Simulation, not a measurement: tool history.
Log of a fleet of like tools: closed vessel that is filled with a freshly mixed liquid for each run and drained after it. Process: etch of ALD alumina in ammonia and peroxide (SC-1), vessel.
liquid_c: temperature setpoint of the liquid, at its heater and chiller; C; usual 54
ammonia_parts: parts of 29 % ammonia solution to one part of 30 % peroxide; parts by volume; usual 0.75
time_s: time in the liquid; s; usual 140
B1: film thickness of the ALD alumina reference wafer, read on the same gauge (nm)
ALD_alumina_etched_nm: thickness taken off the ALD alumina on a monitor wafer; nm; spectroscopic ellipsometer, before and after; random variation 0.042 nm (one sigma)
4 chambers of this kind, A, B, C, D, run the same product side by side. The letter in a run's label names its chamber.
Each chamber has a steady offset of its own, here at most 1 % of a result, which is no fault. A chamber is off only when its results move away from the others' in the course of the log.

Run 1B, hour 8.2: usual settings; B1 49.997. Result: ALD_alumina_etched_nm 7.811 nm.
Run 2D, hour 16.4: usual settings; B1 49.982. Result: ALD_alumina_etched_nm 7.6947 nm.
Run 3A, hour 25.7: usual settings; B1 50.002. Result: ALD_alumina_etched_nm 7.8491 nm.
At hour 30.3: chamber D: ammonia flow meter replaced.
Run 4C, hour 35.8: usual settings; B1 50.02. Result: ALD_alumina_etched_nm 7.7529 nm.
Run 5D, hour 42.6: usual settings; B1 50.012. Result: ALD_alumina_etched_nm 7.715 nm.
At hour 48.7: chamber B: ammonia flow meter replaced.
Run 6C, hour 52.3: usual settings; B1 49.981. Result: ALD_alumina_etched_nm 7.771 nm.
At hour 57.3: chamber D: new drum of ammonia solution connected.
Run 7A, hour 60.8: usual settings but ammonia_parts 0.95 parts by volume, time_s 100 s; B1 49.989. Result: ALD_alumina_etched_nm 5.7288 nm.
Run 8B, hour 68.9: usual settings but ammonia_parts 0.95 parts by volume, time_s 100 s; B1 50.051. Result: ALD_alumina_etched_nm 5.7049 nm.
Run 9A, hour 76: usual settings but ammonia_parts 0.95 parts by volume, time_s 100 s; B1 50.009. Result: ALD_alumina_etched_nm 5.7595 nm.
Run 10B, hour 84.4: usual settings but ammonia_parts 0.95 parts by volume, time_s 100 s; B1 49.952. Result: ALD_alumina_etched_nm 5.7074 nm.
Run 11D, hour 95.1: usual settings; B1 49.995. Result: ALD_alumina_etched_nm 7.6806 nm.
Run 12C, hour 106.7: usual settings; B1 50.007. Result: ALD_alumina_etched_nm 7.8389 nm.
Run 13B, hour 114.6: usual settings but liquid_c 63 C, ammonia_parts 0.85 parts by volume; B1 49.981. Result: ALD_alumina_etched_nm 12.681 nm.
Run 14D, hour 121.9: usual settings but liquid_c 63 C, ammonia_parts 0.85 parts by volume; B1 50.036. Result: ALD_alumina_etched_nm 12.344 nm.
Run 15C, hour 131.9: usual settings but liquid_c 63 C, ammonia_parts 0.85 parts by volume; B1 49.973. Result: ALD_alumina_etched_nm 12.65 nm.
Run 16A, hour 140: usual settings but liquid_c 63 C, ammonia_parts 0.85 parts by volume; B1 49.984. Result: ALD_alumina_etched_nm 12.643 nm.
Run 17D, hour 148.9: usual settings; B1 50.043. Result: ALD_alumina_etched_nm 7.7565 nm.
At hour 158.1: chamber D: thermometer replaced.
Run 18C, hour 161.4: usual settings but time_s 215 s; B1 50.025. Result: ALD_alumina_etched_nm 12.075 nm.
Run 19A, hour 169.5: usual settings but time_s 215 s; B1 49.962. Result: ALD_alumina_etched_nm 12.098 nm.
Run 20B, hour 177.4: usual settings but time_s 215 s; B1 50.003. Result: ALD_alumina_etched_nm 12.115 nm.
Run 21B, hour 189.8: usual settings but time_s 215 s; B1 50.022. Result: ALD_alumina_etched_nm 11.996 nm.
Run 22A, hour 200.2: usual settings but liquid_c 63 C; B1 49.977. Result: ALD_alumina_etched_nm 12.58 nm.
Run 23C, hour 211.4: usual settings but liquid_c 63 C; B1 49.992. Result: ALD_alumina_etched_nm 12.604 nm.
Run 24D, hour 222.8: usual settings but liquid_c 63 C; B1 49.997. Result: ALD_alumina_etched_nm 12.226 nm.
Run 25C, hour 231.5: usual settings but liquid_c 63 C; B1 50.044. Result: ALD_alumina_etched_nm 12.747 nm.
Run 26B, hour 239.2: usual settings but liquid_c 49.5 C; B1 49.99. Result: ALD_alumina_etched_nm 6.1108 nm.
Run 27D, hour 249.5: usual settings but liquid_c 49.5 C; B1 50.026. Result: ALD_alumina_etched_nm 6.0827 nm.
At hour 255.4: chamber B: thermometer replaced.
Run 28A, hour 257.4: usual settings but liquid_c 49.5 C; B1 50.021. Result: ALD_alumina_etched_nm 6.1405 nm.
Run 29A, hour 263.5: usual settings but liquid_c 49.5 C; B1 50.011. Result: ALD_alumina_etched_nm 6.1795 nm.
Run 30C, hour 275.1: usual settings; B1 50.053. Result: ALD_alumina_etched_nm 7.8722 nm.
Run 31D, hour 283.5: usual settings but ammonia_parts 0.95 parts by volume, time_s 65 s; B1 49.978. Result: ALD_alumina_etched_nm 3.7087 nm.
Run 32B, hour 291.4: usual settings but ammonia_parts 0.95 parts by volume, time_s 65 s; B1 50.021. Result: ALD_alumina_etched_nm 3.6853 nm.
Run 33C, hour 297.5: usual settings but ammonia_parts 0.95 parts by volume, time_s 65 s; B1 50.057. Result: ALD_alumina_etched_nm 3.79 nm.
Run 34D, hour 310.1: usual settings but ammonia_parts 0.95 parts by volume, time_s 65 s; B1 50.011. Result: ALD_alumina_etched_nm 3.739 nm.
Run 35A, hour 322.8: usual settings; B1 49.977. Result: ALD_alumina_etched_nm 7.9071 nm.
Run 36B, hour 329.9: usual settings; B1 50.02. Result: ALD_alumina_etched_nm 7.8944 nm.
Run 37A, hour 339.9: usual settings; B1 49.948. Result: ALD_alumina_etched_nm 7.7668 nm.
Run 38C, hour 347: usual settings; B1 50.03. Result: ALD_alumina_etched_nm 8.0775 nm.
Run 39B, hour 357.9: usual settings; B1 49.982. Result: ALD_alumina_etched_nm 7.9131 nm.

Is one chamber off against the others, does the gauge drift, or is nothing wrong? If a chamber is off, say which, and what the likeliest cause is.

Chamber C drifts away from the others.
Cause: liquid hotter than its thermometer reads (K) = 0.606.

Here are 4 candidates for chamber C's next run, each the usual settings with a change, their results left as question marks. Which one brings its results back in line with what the others give on the usual settings?
In line means no further than this from the other chambers' mean on the usual settings: ALD_alumina_etched_nm 0.15 nm
Run 40C-1, hour 367.1: usual settings but liquid_c 54.5 C. Result: ALD_alumina_etched_nm ?.
Run 40C-2, hour 367.1: usual settings but liquid_c 54.5 C, time_s 145 s. Result: ALD_alumina_etched_nm ?.
Run 40C-3, hour 367.1: usual settings but time_s 135 s. Result: ALD_alumina_etched_nm ?.
Run 40C-4, hour 367.1: usual settings but liquid_c 53.5 C, time_s 135 s. Result: ALD_alumina_etched_nm ?.

The other chambers' mean on the usual settings: ALD_alumina_etched_nm 7.8045 nm
  run  ALD_alumina_etched_nm
40C-1                 8.2351
40C-2                 8.5292
40C-3                 7.7327
40C-4                 7.5252
40C-3 brings the chamber back in line.
